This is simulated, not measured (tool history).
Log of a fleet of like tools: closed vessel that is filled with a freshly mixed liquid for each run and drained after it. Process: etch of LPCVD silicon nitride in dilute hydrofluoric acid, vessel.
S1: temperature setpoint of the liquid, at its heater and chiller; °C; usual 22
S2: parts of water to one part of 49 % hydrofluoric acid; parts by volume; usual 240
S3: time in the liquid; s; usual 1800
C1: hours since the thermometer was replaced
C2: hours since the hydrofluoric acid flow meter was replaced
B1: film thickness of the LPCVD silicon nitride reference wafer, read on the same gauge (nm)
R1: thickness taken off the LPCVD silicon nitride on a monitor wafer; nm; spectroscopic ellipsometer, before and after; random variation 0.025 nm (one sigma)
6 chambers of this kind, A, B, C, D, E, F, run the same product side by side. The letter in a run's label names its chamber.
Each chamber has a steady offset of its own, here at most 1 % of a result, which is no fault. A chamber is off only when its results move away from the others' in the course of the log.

run	hour	S1	S2	S3	C1	C2	B1	R1
1E	8.9	22	240	1800	826.4	1086.1	70.008	3.4123
2B	16.2	22	240	1800	760.4	269.3	69.977	3.4443
3D	32.2	22	240	1800	1261.3	1750.6	70.002	3.413
4A	44.3	22	240	1800	1342	941.9	70.011	3.4207
5C	52.2	22	240	1800	784.8	1089.1	69.996	3.3622
6F	60.3	22	240	1800	188.6	414	69.989	3.4269
7C	75.8	22	240	1800	808.4	1112.7	70.014	3.4313
8D	86.2	22	240	1800	1315.3	1804.6	69.981	3.3568
9B	93.3	22	240	1800	837.5	346.4	69.97	3.3957
10A	103.1	22	240	1800	1400.8	1000.7	70.032	3.4614
11E	111.2	22	240	1800	928.7	1188.4	69.998	3.4329
12F	125.8	22	240	855	254.1	479.5	69.998	1.6107
13C	138.8	22	240	855	871.4	1175.7	70.017	1.605
14E	148.9	22	240	855	966.4	1226.1	70.007	1.6088
15F	156.6	22	240	855	284.9	510.3	69.981	1.5974
16A	167.4	22	240	855	1465.1	1065	70.001	1.6456
17D	176.4	22	240	855	1405.5	1894.8	70	1.6145
18B	183.4	22	240	1800	927.6	436.5	70.003	3.4207
19D	198.9	19	240	1800	1428	1917.3	70.03	2.8003
# hour 209.5: chamber D: thermometer replaced
20A	214.5	19	240	1800	1512.2	1112.1	69.98	2.8767
21E	223	19	240	1800	1040.5	1300.2	70.02	2.8546
22F	234.4	19	240	1800	362.7	588.1	70.043	2.8093
23B	243.1	19	240	1800	987.3	496.2	69.956	2.8124
24C	255.4	19	240	1800	988	1292.3	69.996	2.8427
25B	264.7	22	240	1800	1008.9	517.8	69.994	3.4228
# hour 272.1: chamber C: hydrofluoric acid flow meter replaced
26C	280.8	22	310	2835	1013.4	8.8	69.994	4.2028
27F	296.5	22	310	2835	424.8	650.2	70.005	4.2211
28A	304.4	22	310	2835	1602.1	1202	69.999	4.3886
29D	311.8	22	310	2835	102.3	2030.2	69.994	4.1777
30E	321	22	310	2835	1138.5	1398.2	70.018	4.1434
31A	336.5	22	310	2835	1634.2	1234.1	69.993	4.4648
# hour 344.2: chamber E: hydrofluoric acid flow meter replaced
32B	347.3	25	240	1140	1091.5	600.4	70.03	2.6253
33C	356.9	25	240	1140	1089.5	84.9	69.977	2.5761
34D	372.8	25	240	1140	163.3	2091.2	70.016	2.6073
35E	388.5	25	240	1140	1206	44.3	69.988	2.6108
36F	400.1	25	240	1140	528.4	753.8	70.025	2.6014
37C	415.8	25	240	1140	1148.4	143.8	70.004	2.5888

All 6 chambers run these settings next. Forecast each chamber's results:
38A	427.4	22	240	2370				?
38B	427.4	22	240	2370				?
38C	427.4	22	240	2370				?
38D	427.4	22	240	2370				?
38E	427.4	22	240	2370				?
38F	427.4	22	240	2370				?

run	R1
38A	4.8678
38B	4.5084
38C	4.4788
38D	4.5346
38E	4.5543
38F	4.4829
